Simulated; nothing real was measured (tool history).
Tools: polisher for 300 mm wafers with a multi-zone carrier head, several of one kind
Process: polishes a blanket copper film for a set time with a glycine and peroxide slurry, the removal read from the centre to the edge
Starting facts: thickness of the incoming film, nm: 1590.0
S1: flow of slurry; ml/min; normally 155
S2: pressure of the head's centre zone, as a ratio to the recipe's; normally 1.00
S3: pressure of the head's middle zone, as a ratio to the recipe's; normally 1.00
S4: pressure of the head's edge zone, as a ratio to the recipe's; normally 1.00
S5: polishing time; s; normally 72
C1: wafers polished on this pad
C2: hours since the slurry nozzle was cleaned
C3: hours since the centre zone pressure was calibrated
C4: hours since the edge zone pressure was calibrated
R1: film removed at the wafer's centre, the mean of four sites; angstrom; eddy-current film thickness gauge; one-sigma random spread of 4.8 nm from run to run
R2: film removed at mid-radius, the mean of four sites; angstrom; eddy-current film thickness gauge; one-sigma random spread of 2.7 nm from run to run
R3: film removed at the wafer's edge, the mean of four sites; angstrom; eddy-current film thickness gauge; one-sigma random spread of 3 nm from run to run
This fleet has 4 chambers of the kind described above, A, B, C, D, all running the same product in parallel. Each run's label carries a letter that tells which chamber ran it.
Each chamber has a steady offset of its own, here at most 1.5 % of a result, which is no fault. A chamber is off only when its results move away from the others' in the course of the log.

Run 1D, hour 12.1: usual settings; C1 721; C2 562.2; C3 542.4; C4 227.2. Result: R1 4316.4 angstrom, R2 4448.9 angstrom, R3 4426.1 angstrom.
Run 2B, hour 20.4: usual settings; C1 806; C2 663.4; C3 461.1; C4 510.6. Result: R1 4527.5 angstrom, R2 4365.6 angstrom, R3 4451.7 angstrom.
At hour 21.4: chamber B: slurry nozzle cleaned.
Run 3C, hour 26.1: usual settings; C1 446; C2 99.2; C3 503.6; C4 524.5. Result: R1 4451.7 angstrom, R2 4336.9 angstrom, R3 4376.6 angstrom.
Run 4A, hour 32.5: usual settings; C1 712; C2 242.1; C3 685.9; C4 451.3. Result: R1 4376.6 angstrom, R2 4330.8 angstrom, R3 4366.1 angstrom.
At hour 35.1: chamber B: worn pad replaced by a new one.
Run 5A, hour 38.1: usual settings but S2 0.89; C1 757; C2 247.7; C3 691.5; C4 456.9. Result: R1 3918.1 angstrom, R2 4365.7 angstrom, R3 4342.8 angstrom.
At hour 43.1: chamber A: worn pad replaced by a new one.
Run 6C, hour 49.2: usual settings but S2 0.89; C1 632; C2 122.3; C3 526.7; C4 547.6. Result: R1 3851.3 angstrom, R2 4419.3 angstrom, R3 4367.2 angstrom.
At hour 51.3: chamber D: worn pad replaced by a new one.
Run 7D, hour 57.5: usual settings but S2 0.89; C1 50; C2 607.6; C3 587.8; C4 272.6. Result: R1 3839.9 angstrom, R2 4390.0 angstrom, R3 4466.2 angstrom.
Run 8B, hour 65.6: usual settings but S2 0.89; C1 247; C2 44.3; C3 506.3; C4 555.8. Result: R1 4003.9 angstrom, R2 4344.7 angstrom, R3 4403.2 angstrom.
At hour 72.3: chamber D: slurry nozzle cleaned.
At hour 74.8: chamber C: worn pad replaced by a new one.
Run 9D, hour 76.9: usual settings; C1 207; C2 4.6; C3 607.2; C4 292.0. Result: R1 4530.9 angstrom, R2 4386.1 angstrom, R3 4363.0 angstrom.
Run 10B, hour 83.2: usual settings; C1 389; C2 61.9; C3 523.9; C4 573.4. Result: R1 4503.0 angstrom, R2 4373.4 angstrom, R3 4449.4 angstrom.
Run 11A, hour 89.6: usual settings but S1 130 ml/min, S3 1.06; C1 376; C2 299.2; C3 743.0; C4 508.4. Result: R1 4236.1 angstrom, R2 4447.7 angstrom, R3 4319.0 angstrom.
Run 12C, hour 99.7: usual settings but S1 130 ml/min, S3 1.06; C1 201; C2 172.8; C3 577.2; C4 598.1. Result: R1 4168.5 angstrom, R2 4431.0 angstrom, R3 4248.3 angstrom.
Run 13D, hour 106.8: usual settings but S1 130 ml/min, S3 1.06; C1 449; C2 34.5; C3 637.1; C4 321.9. Result: R1 4245.8 angstrom, R2 4523.9 angstrom, R3 4274.1 angstrom.
Run 14A, hour 115.5: usual settings but S1 130 ml/min, S3 1.06; C1 585; C2 325.1; C3 768.9; C4 534.3. Result: R1 4202.5 angstrom, R2 4455.9 angstrom, R3 4270.3 angstrom.
Run 15B, hour 122.4: usual settings; C1 706; C2 101.1; C3 563.1; C4 612.6. Result: R1 4457.1 angstrom, R2 4399.2 angstrom, R3 4427.3 angstrom.
At hour 124.8: chamber A: worn pad replaced by a new one.
Run 16C, hour 132.1: usual settings but S4 1.04, S5 64 s; C1 463; C2 205.2; C3 609.6; C4 630.5. Result: R1 3935.6 angstrom, R2 3864.2 angstrom, R3 3914.6 angstrom.
Run 17D, hour 139.3: usual settings but S4 1.04, S5 64 s; C1 711; C2 67.0; C3 669.6; C4 354.4. Result: R1 3892.4 angstrom, R2 3879.5 angstrom, R3 3983.1 angstrom.
Run 18A, hour 149.6: usual settings but S4 1.04, S5 64 s; C1 201; C2 359.2; C3 803.0; C4 568.4. Result: R1 3893.5 angstrom, R2 3883.4 angstrom, R3 4017.6 angstrom.
At hour 150.9: chamber B: worn pad replaced by a new one.
Run 19C, hour 158.4: usual settings but S4 1.04, S5 64 s; C1 675; C2 231.5; C3 635.9; C4 656.8. Result: R1 3952.9 angstrom, R2 3828.1 angstrom, R3 3941.0 angstrom.
At hour 167.3: chamber C: worn pad replaced by a new one.
Run 20B, hour 169.2: usual settings; C1 147; C2 147.9; C3 609.9; C4 659.4. Result: R1 4524.9 angstrom, R2 4399.8 angstrom, R3 4425.7 angstrom.
At hour 171.7: chamber D: worn pad replaced by a new one.
Run 21C, hour 177.0: usual settings; C1 79; C2 250.1; C3 654.5; C4 675.4. Result: R1 4297.1 angstrom, R2 4358.0 angstrom, R3 4416.3 angstrom.
Run 22A, hour 186.8: usual settings; C1 501; C2 396.4; C3 840.2; C4 605.6. Result: R1 4522.3 angstrom, R2 4340.6 angstrom, R3 4381.6 angstrom.
Run 23B, hour 197.3: usual settings; C1 375; C2 176.0; C3 638.0; C4 687.5. Result: R1 4426.6 angstrom, R2 4381.8 angstrom, R3 4519.7 angstrom.
Run 24D, hour 205.1: usual settings; C1 270; C2 132.8; C3 735.4; C4 420.2. Result: R1 4451.4 angstrom, R2 4398.3 angstrom, R3 4414.2 angstrom.
Run 25D, hour 212.0: usual settings; C1 325; C2 139.7; C3 742.3; C4 427.1. Result: R1 4410.8 angstrom, R2 4400.0 angstrom, R3 4426.1 angstrom.
Run 26A, hour 218.5: usual settings; C1 757; C2 428.1; C3 871.9; C4 637.3. Result: R1 4371.1 angstrom, R2 4414.9 angstrom, R3 4390.1 angstrom.
Run 27B, hour 224.1: usual settings; C1 591; C2 202.8; C3 664.8; C4 714.3. Result: R1 4402.1 angstrom, R2 4384.2 angstrom, R3 4401.9 angstrom.
Run 28C, hour 233.1: usual settings; C1 532; C2 306.2; C3 710.6; C4 731.5. Result: R1 4427.0 angstrom, R2 4358.7 angstrom, R3 4361.9 angstrom.
Run 29D, hour 242.5: usual settings but S3 0.92; C1 572; C2 170.2; C3 772.8; C4 457.6. Result: R1 4430.5 angstrom, R2 4054.8 angstrom, R3 4456.6 angstrom.
Run 30C, hour 248.3: usual settings but S3 0.92; C1 655; C2 321.4; C3 725.8; C4 746.7. Result: R1 4439.1 angstrom, R2 4057.5 angstrom, R3 4350.4 angstrom.

Which is it: a chamber that has drifted or been left off by a service, a gauge drift common to all chambers, or only each chamber's usual small offset? If a chamber is off, name it and its likeliest cause.

All chambers stay in line apart from their small fixed offsets, and the gauge does not drift.
